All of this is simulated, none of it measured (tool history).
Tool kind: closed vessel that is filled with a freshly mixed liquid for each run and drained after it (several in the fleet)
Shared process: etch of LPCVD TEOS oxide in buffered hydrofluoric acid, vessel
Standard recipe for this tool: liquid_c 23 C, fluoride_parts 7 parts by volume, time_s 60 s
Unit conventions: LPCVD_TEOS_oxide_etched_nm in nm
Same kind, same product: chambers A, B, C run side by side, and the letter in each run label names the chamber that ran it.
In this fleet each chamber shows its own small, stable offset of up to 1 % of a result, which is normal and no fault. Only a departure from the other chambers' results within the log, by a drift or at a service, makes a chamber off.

run   hour  liquid_c  fluoride_parts  time_s  hours since the thermometer was replaced  hours since the hydrofluoric acid flow meter was replaced  read-back film thickness of the LPCVD TEOS oxide reference wafer, read on the same gauge (nm)  LPCVD_TEOS_oxide_etched_nm
 1B    4.7        23               7      60                                     532.1                                                        8.2                                                                                         39.982                      336.14
 2C   11.9        23               7      60                                    2564.4                                                      182.2                                                                                         39.958                      343.21
 3A     17        23               7      60                                     481.1                                                      260.1                                                                                         39.994                       338.1
      18.6  -- chamber C: thermometer replaced
 4C   21.7        23               7      60                                       3.2                                                        192                                                                                         39.998                      343.89
 5B   24.9        23               7      60                                     552.3                                                       28.4                                                                                         40.018                      343.15
 6A   30.2        23               7      60                                     494.3                                                      273.3                                                                                          39.96                      337.99
 7A     37        23               7      60                                     501.1                                                      280.1                                                                                         39.999                      338.03
 8C   44.4        23               7      60                                      25.9                                                      214.7                                                                                         39.994                      341.61
 9B     49        23               7      60                                     576.4                                                       52.5                                                                                          39.96                      343.89
10A   53.8        23               7      60                                     517.9                                                      296.9                                                                                         39.994                      338.12
11B     60        23               7      60                                     587.4                                                       63.5                                                                                          40.01                      352.22
12C   64.6        23               7      60                                      46.1                                                      234.9                                                                                         40.007                       343.3
13C   69.3        23               7      60                                      50.8                                                      239.6                                                                                         39.952                       347.7
14B   73.6        23               7      60                                       601                                                       77.1                                                                                         40.007                      345.79
15A     80        23               7      60                                     544.1                                                      323.1                                                                                         39.988                      342.67
16B   83.7        23               7      60                                     611.1                                                       87.2                                                                                         40.043                      351.91
17C     87        23               7      60                                      68.5                                                      257.3                                                                                         40.046                      345.05
18A   93.3        23               7      60                                     557.4                                                      336.4                                                                                         40.014                      339.09
19C   97.1        23               7      60                                      78.6                                                      267.4                                                                                         40.039                      343.06
20A  103.6        23               7      60                                     567.7                                                      346.7                                                                                         40.042                      340.38
21B  110.8        23               7      60                                     638.2                                                      114.3                                                                                         39.976                      361.58
22B  116.5        23             5.5      60                                     643.9                                                        120                                                                                         40.018                      445.08
23A  122.6        23             5.5      60                                     586.7                                                      365.7                                                                                          40.02                      421.69
24C  126.6        23             5.5      60                                     108.1                                                      296.9                                                                                          39.99                      421.74
25B  131.8        23               7      60                                     659.2                                                      135.3                                                                                         40.049                      366.44
26C  135.6        23               7      35                                     117.1                                                      305.9                                                                                          40.03                      201.43
27A  141.8        23               7      35                                     605.9                                                      384.9                                                                                          40.01                      198.35
28C  148.9        23               7      35                                     130.4                                                      319.2                                                                                         40.028                      200.08
29B  155.7        23               7      60                                     683.1                                                      159.2                                                                                         39.977                      365.77
30A  160.8        23               7      60                                     624.9                                                      403.9                                                                                         39.989                      338.18
31B  167.8        23               5      60                                     695.2                                                      171.3                                                                                          39.98                      505.71
32C  172.7        23               5      60                                     154.2                                                        343                                                                                          40.01                      463.44
33A  176.4        23               5      60                                     640.5                                                      419.5                                                                                         40.067                      453.29
34A  181.7        23               7      60                                     645.8                                                      424.8                                                                                         40.001                      340.98
35C  186.1        23               7      60                                     167.6                                                      356.4                                                                                         39.972                      344.16
36B  192.4        23               7      60                                     719.8                                                      195.9                                                                                          39.97                      380.06
37C  198.3        23               6      60                                     179.8                                                      368.6                                                                                         39.976                      393.04
38B  204.6        23               6      60                                       732                                                      208.1                                                                                         40.006                      435.41
39A  210.7        23               6      60                                     674.8                                                      453.8                                                                                         40.019                      385.05

One chamber off, gauge drift, or nothing amiss beyond the chambers' own small offsets? If it is a chamber, which one, and what is the likeliest cause?

One chamber, B, drifts off from the rest bit by bit.
Most likely cause: liquid hotter than its thermometer reads (K) = 2.13.
From this log alone, it may not be told apart from: hydrofluoric acid flow above the setpoint (%).

Here are 4 candidates for chamber B's next run, each the usual settings with a change, their results left as question marks. Which one brings its results back in line with what the others give on the usual settings?
Allowed miss from the other chambers' usual-settings mean, per result, to count as in line: LPCVD_TEOS_oxide_etched_nm 10 nm
40B-1   216      22.5             7.5      60                                                                                                                                                                                                                               ?
40B-2   216      23.5               7      65                                                                                                                                                                                                                               ?
40B-3   216        23             5.5      60                                                                                                                                                                                                                               ?
40B-4   216        23             8.5      60                                                                                                                                                                                                                               ?

Average result of the remaining chambers running the usual settings: LPCVD_TEOS_oxide_etched_nm 341.54 nm
  run  LPCVD_TEOS_oxide_etched_nm
40B-1                      342.99
40B-2                      422.98
40B-3                      469.28
40B-4                      307.21
40B-1 puts the chamber back in line with the other chambers.

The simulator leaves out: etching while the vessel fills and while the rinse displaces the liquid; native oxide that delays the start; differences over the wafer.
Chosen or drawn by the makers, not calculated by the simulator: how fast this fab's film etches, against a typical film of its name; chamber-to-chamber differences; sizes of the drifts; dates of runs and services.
